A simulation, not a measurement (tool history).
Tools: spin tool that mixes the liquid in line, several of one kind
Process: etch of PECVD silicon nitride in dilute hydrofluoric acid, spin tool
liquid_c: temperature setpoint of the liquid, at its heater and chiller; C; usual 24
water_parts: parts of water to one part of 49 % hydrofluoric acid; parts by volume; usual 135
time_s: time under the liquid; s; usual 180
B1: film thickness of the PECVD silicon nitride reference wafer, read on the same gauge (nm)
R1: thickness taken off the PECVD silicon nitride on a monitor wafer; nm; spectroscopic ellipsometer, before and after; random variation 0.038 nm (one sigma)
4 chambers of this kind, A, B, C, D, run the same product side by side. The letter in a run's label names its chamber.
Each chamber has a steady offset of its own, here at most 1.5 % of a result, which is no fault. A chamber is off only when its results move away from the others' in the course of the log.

Run 1A, day 0.154: usual settings; B1 50.011. Result: R1 4.9824 nm.
Run 2D, day 0.392: usual settings; B1 50.012. Result: R1 5.0204 nm.
Run 3B, day 0.558: usual settings; B1 49.974. Result: R1 4.9124 nm.
Run 4C, day 0.775: usual settings; B1 49.936. Result: R1 4.948 nm.
Run 5C, day 0.971: usual settings; B1 50.032. Result: R1 4.9643 nm.
Run 6D, day 1.133: usual settings; B1 49.983. Result: R1 4.9401 nm.
Run 7A, day 1.283: usual settings; B1 49.973. Result: R1 4.9751 nm.
Run 8B, day 1.504: usual settings; B1 50.002. Result: R1 4.9822 nm.
Run 9D, day 1.617: usual settings; B1 50.002. Result: R1 4.9587 nm.
Run 10B, day 1.792: usual settings but liquid_c 27 C, time_s 255 s; B1 50.015. Result: R1 8.413 nm.
Run 11A, day 1.971: usual settings but liquid_c 27 C, time_s 255 s; B1 50.006. Result: R1 8.4384 nm.
Run 12C, day 2.188: usual settings but liquid_c 27 C, time_s 255 s; B1 49.984. Result: R1 8.7219 nm.
Run 13B, day 2.321: usual settings but liquid_c 27 C, time_s 255 s; B1 49.962. Result: R1 8.5085 nm.
Run 14A, day 2.538: usual settings; B1 49.98. Result: R1 4.9628 nm.
Run 15C, day 2.767: usual settings; B1 49.983. Result: R1 4.9658 nm.
Run 16D, day 2.892: usual settings; B1 50.009. Result: R1 5.0843 nm.
Run 17C, day 3.1: usual settings; B1 50.015. Result: R1 4.9694 nm.
Run 18A, day 3.267: usual settings but liquid_c 19 C; B1 49.958. Result: R1 3.4967 nm.
Run 19D, day 3.442: usual settings but liquid_c 19 C; B1 49.97. Result: R1 3.6013 nm.
Run 20B, day 3.562: usual settings but liquid_c 19 C; B1 49.994. Result: R1 3.5858 nm.
Run 21B, day 3.7: usual settings but liquid_c 19 C; B1 49.999. Result: R1 3.5891 nm.
Run 22C, day 3.854: usual settings; B1 49.983. Result: R1 5.075 nm.
Run 23D, day 3.988: usual settings; B1 50.021. Result: R1 4.9404 nm.
Run 24A, day 4.196: usual settings; B1 50.028. Result: R1 4.9388 nm.
Run 25D, day 4.379: usual settings; B1 50.019. Result: R1 5.0358 nm.
Run 26B, day 4.529: usual settings; B1 50.02. Result: R1 4.9329 nm.
Run 27A, day 4.75: usual settings; B1 50.006. Result: R1 4.9456 nm.
Run 28C, day 4.938: usual settings; B1 49.979. Result: R1 5.0606 nm.
At day 5.067: chamber C: thermometer replaced.
Run 29D, day 5.15: usual settings; B1 49.97. Result: R1 4.9417 nm.
Run 30B, day 5.342: usual settings; B1 49.973. Result: R1 4.9482 nm.
Run 31C, day 5.475: usual settings; B1 50.004. Result: R1 4.9867 nm.

All 4 chambers run these settings next. Forecast each chamber's results:
Run 32A, day 5.646: usual settings. Result: R1 ?.
Run 32B, day 5.646: usual settings. Result: R1 ?.
Run 32C, day 5.646: usual settings. Result: R1 ?.
Run 32D, day 5.646: usual settings. Result: R1 ?.

run      R1
32A  4.9085
32B  4.9284
32C  5.0172
32D  4.9865

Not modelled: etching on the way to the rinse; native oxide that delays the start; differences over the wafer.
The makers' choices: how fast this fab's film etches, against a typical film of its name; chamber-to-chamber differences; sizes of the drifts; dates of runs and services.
